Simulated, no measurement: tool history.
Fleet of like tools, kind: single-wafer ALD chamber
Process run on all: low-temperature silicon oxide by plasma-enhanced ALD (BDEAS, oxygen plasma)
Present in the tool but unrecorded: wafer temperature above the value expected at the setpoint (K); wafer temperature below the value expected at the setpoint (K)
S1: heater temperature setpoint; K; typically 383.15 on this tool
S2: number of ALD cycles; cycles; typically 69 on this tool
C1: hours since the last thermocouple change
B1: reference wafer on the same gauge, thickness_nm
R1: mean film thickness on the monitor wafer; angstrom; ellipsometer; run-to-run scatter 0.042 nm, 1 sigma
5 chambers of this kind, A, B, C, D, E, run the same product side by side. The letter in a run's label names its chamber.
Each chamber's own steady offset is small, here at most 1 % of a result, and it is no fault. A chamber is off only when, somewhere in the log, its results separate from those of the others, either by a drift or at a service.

{"run": "1C", "hour": 10.1, "S1": 383.15, "S2": 69, "C1": 1042.5, "B1": 10.97, "R1": 96.93}
{"run": "2A", "hour": 20.0, "S1": 383.15, "S2": 69, "C1": 1174.5, "B1": 10.971, "R1": 96.868}
{"run": "3D", "hour": 26.5, "S1": 383.15, "S2": 69, "C1": 844.5, "B1": 10.974, "R1": 96.636}
{"run": "4B", "hour": 31.8, "S1": 383.15, "S2": 69, "C1": 2655.5, "B1": 10.979, "R1": 96.217}
{"run": "5E", "hour": 38.5, "S1": 383.15, "S2": 69, "C1": 1138.3, "B1": 10.981, "R1": 96.476}
{"run": "6C", "hour": 47.7, "S1": 383.15, "S2": 69, "C1": 1080.1, "B1": 10.972, "R1": 97.053}
{"run": "7B", "hour": 57.9, "S1": 383.15, "S2": 69, "C1": 2681.6, "B1": 10.998, "R1": 96.338}
{"run": "8A", "hour": 67.2, "S1": 383.15, "S2": 69, "C1": 1221.7, "B1": 10.983, "R1": 97.206}
{"run": "9E", "hour": 78.2, "S1": 371.15, "S2": 69, "C1": 1178.0, "B1": 10.986, "R1": 99.261}
{"run": "10D", "hour": 84.6, "S1": 371.15, "S2": 69, "C1": 902.6, "B1": 10.981, "R1": 98.887}
{"hour": 86.8, "done": "chamber B: thermocouple changed; heater temperature recalibrated"}
{"run": "11E", "hour": 92.7, "S1": 371.15, "S2": 69, "C1": 1192.5, "B1": 10.973, "R1": 98.28}
{"run": "12A", "hour": 104.4, "S1": 371.15, "S2": 69, "C1": 1258.9, "B1": 10.986, "R1": 99.737}
{"run": "13C", "hour": 110.5, "S1": 371.15, "S2": 69, "C1": 1142.9, "B1": 10.985, "R1": 99.737}
{"run": "14D", "hour": 116.5, "S1": 383.15, "S2": 69, "C1": 934.5, "B1": 10.986, "R1": 96.871}
{"run": "15B", "hour": 124.2, "S1": 383.15, "S2": 69, "C1": 37.5, "B1": 10.983, "R1": 95.496}
{"run": "16D", "hour": 130.8, "S1": 395.15, "S2": 56, "C1": 948.8, "B1": 10.979, "R1": 77.054}
{"run": "17A", "hour": 137.7, "S1": 395.15, "S2": 56, "C1": 1292.2, "B1": 10.96, "R1": 77.091}
{"run": "18B", "hour": 143.8, "S1": 395.15, "S2": 56, "C1": 57.1, "B1": 10.983, "R1": 76.189}
{"run": "19C", "hour": 150.3, "S1": 395.15, "S2": 56, "C1": 1182.7, "B1": 10.968, "R1": 76.723}
{"run": "20E", "hour": 157.4, "S1": 395.15, "S2": 56, "C1": 1257.2, "B1": 10.976, "R1": 76.49}
{"hour": 163.0, "done": "chamber A: thermocouple changed; heater temperature recalibrated"}
{"run": "21E", "hour": 166.9, "S1": 383.15, "S2": 69, "C1": 1266.7, "B1": 10.978, "R1": 95.801}
{"run": "22A", "hour": 177.9, "S1": 383.15, "S2": 69, "C1": 14.9, "B1": 10.983, "R1": 97.309}
{"run": "23C", "hour": 186.9, "S1": 371.15, "S2": 78, "C1": 1219.3, "B1": 10.978, "R1": 112.42}
{"run": "24B", "hour": 193.9, "S1": 371.15, "S2": 78, "C1": 107.2, "B1": 10.977, "R1": 110.85}
{"run": "25D", "hour": 199.3, "S1": 371.15, "S2": 78, "C1": 1017.3, "B1": 10.986, "R1": 112.11}
{"run": "26A", "hour": 209.7, "S1": 371.15, "S2": 78, "C1": 46.7, "B1": 10.975, "R1": 113.04}
{"run": "27C", "hour": 218.4, "S1": 371.15, "S2": 78, "C1": 1250.8, "B1": 10.975, "R1": 111.9}
{"run": "28E", "hour": 228.7, "S1": 383.15, "S2": 69, "C1": 1328.5, "B1": 10.991, "R1": 95.6}
{"run": "29B", "hour": 235.0, "S1": 383.15, "S2": 69, "C1": 148.3, "B1": 10.974, "R1": 94.893}
{"run": "30D", "hour": 241.5, "S1": 395.15, "S2": 74, "C1": 1059.5, "B1": 10.989, "R1": 101.31}
{"run": "31C", "hour": 250.3, "S1": 395.15, "S2": 74, "C1": 1282.7, "B1": 10.983, "R1": 101.27}
{"run": "32B", "hour": 260.4, "S1": 395.15, "S2": 74, "C1": 173.7, "B1": 10.982, "R1": 100.64}
{"run": "33E", "hour": 271.2, "S1": 395.15, "S2": 74, "C1": 1371.0, "B1": 10.971, "R1": 100.53}
{"run": "34D", "hour": 278.5, "S1": 395.15, "S2": 74, "C1": 1096.5, "B1": 10.971, "R1": 101.42}
{"run": "35A", "hour": 285.2, "S1": 383.15, "S2": 69, "C1": 122.2, "B1": 10.987, "R1": 96.943}
{"run": "36D", "hour": 292.1, "S1": 383.15, "S2": 69, "C1": 1110.1, "B1": 10.98, "R1": 96.608}
{"run": "37E", "hour": 299.4, "S1": 383.15, "S2": 69, "C1": 1399.2, "B1": 10.973, "R1": 95.756}

Which is it: a chamber that has drifted or been left off by a service, a gauge drift common to all chambers, or only each chamber's usual small offset? If a chamber is off, name it and its likeliest cause.

Beyond each chamber's small constant offset nothing stands out, and the gauge stays steady.

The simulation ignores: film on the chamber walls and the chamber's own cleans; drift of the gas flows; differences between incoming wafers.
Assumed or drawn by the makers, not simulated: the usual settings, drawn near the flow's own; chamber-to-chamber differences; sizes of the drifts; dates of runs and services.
